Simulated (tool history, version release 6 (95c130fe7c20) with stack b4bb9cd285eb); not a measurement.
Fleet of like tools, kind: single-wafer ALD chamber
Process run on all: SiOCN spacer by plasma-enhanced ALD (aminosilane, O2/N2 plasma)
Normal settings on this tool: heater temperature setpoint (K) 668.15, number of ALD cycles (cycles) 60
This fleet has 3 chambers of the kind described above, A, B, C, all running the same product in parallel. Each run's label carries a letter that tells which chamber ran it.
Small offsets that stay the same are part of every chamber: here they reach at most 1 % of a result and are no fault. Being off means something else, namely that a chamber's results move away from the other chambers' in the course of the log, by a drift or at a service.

| run | hour | heater temperature setpoint (K) | number of ALD cycles (cycles) | read-back reference wafer on the same gauge, thickness_nm | mean film thickness on the monitor wafer (nm) |
|---|---|---|---|---|---|
| 1C | 11.0 | 668.15 | 60 | 4.0312 | 3.6077 |
| 2B | 22.6 | 668.15 | 60 | 4.0300 | 3.6481 |
| 3A | 29.9 | 668.15 | 60 | 4.0293 | 3.6548 |
| 4A | 38.5 | 668.15 | 60 | 4.0268 | 3.6612 |
| 5B | 48.3 | 668.15 | 60 | 4.0331 | 3.6447 |
| 6C | 58.5 | 668.15 | 60 | 4.0304 | 3.5925 |
| 7A | 67.0 | 668.15 | 60 | 4.0275 | 3.6423 |
| 8C | 75.9 | 668.15 | 60 | 4.0297 | 3.6110 |
| 9B | 85.9 | 668.15 | 60 | 4.0312 | 3.6374 |
| 10B | 91.8 | 668.15 | 60 | 4.0314 | 3.6377 |
| 11C | 98.0 | 668.15 | 60 | 4.0299 | 3.6027 |
| 12A | 110.2 | 668.15 | 60 | 4.0329 | 3.6781 |
| 13B | 118.0 | 683.15 | 64 | 4.0306 | 3.7610 |
| 14A | 126.7 | 683.15 | 64 | 4.0303 | 3.7622 |
| 15C | 138.8 | 683.15 | 64 | 4.0301 | 3.7453 |
| 16A | 146.9 | 668.15 | 60 | 4.0292 | 3.6552 |
| 17C | 158.6 | 668.15 | 71 | 4.0307 | 4.2596 |
| 18B | 171.6 | 668.15 | 71 | 4.0325 | 4.2955 |
| 19C | 184.2 | 668.15 | 71 | 4.0325 | 4.2587 |
| 20A | 191.7 | 668.15 | 60 | 4.0316 | 3.6457 |
| 21B | 204.0 | 679.15 | 60 | 4.0302 | 3.5711 |
| 22B | 217.1 | 679.15 | 60 | 4.0304 | 3.5883 |
| 23C | 226.1 | 679.15 | 60 | 4.0310 | 3.5702 |
| 24A | 234.8 | 668.15 | 60 | 4.0318 | 3.6625 |
| 25B | 246.3 | 668.15 | 60 | 4.0290 | 3.6433 |
| 26A | 255.5 | 668.15 | 60 | 4.0313 | 3.6468 |
| 27C | 264.9 | 668.15 | 60 | 4.0249 | 3.6138 |
| 28A | 272.3 | 668.15 | 60 | 4.0306 | 3.6414 |
| 29C | 284.4 | 668.15 | 60 | 4.0288 | 3.6076 |
| 30B | 294.6 | 668.15 | 60 | 4.0302 | 3.6140 |
| 31C | 300.8 | 668.15 | 60 | 4.0311 | 3.6258 |
| 32A | 312.4 | 668.15 | 60 | 4.0293 | 3.6437 |
| 33B | 321.5 | 668.15 | 60 | 4.0293 | 3.6246 |
| 34A | 327.5 | 668.15 | 60 | 4.0279 | 3.6485 |
| 35C | 335.9 | 668.15 | 60 | 4.0286 | 3.6216 |
| 36B | 344.8 | 668.15 | 60 | 4.0320 | 3.6415 |

The same settings go to every chamber for the next run, one line per chamber below. Forecast the results for each:
| 37A | 354.4 | 668.15 | 64 |  | ? |
| 37B | 354.4 | 668.15 | 64 |  | ? |
| 37C | 354.4 | 668.15 | 64 |  | ? |

| run | mean film thickness on the monitor wafer (nm) |
|---|---|
| 37A | 3.9013 |
| 37B | 3.8710 |
| 37C | 3.8492 |

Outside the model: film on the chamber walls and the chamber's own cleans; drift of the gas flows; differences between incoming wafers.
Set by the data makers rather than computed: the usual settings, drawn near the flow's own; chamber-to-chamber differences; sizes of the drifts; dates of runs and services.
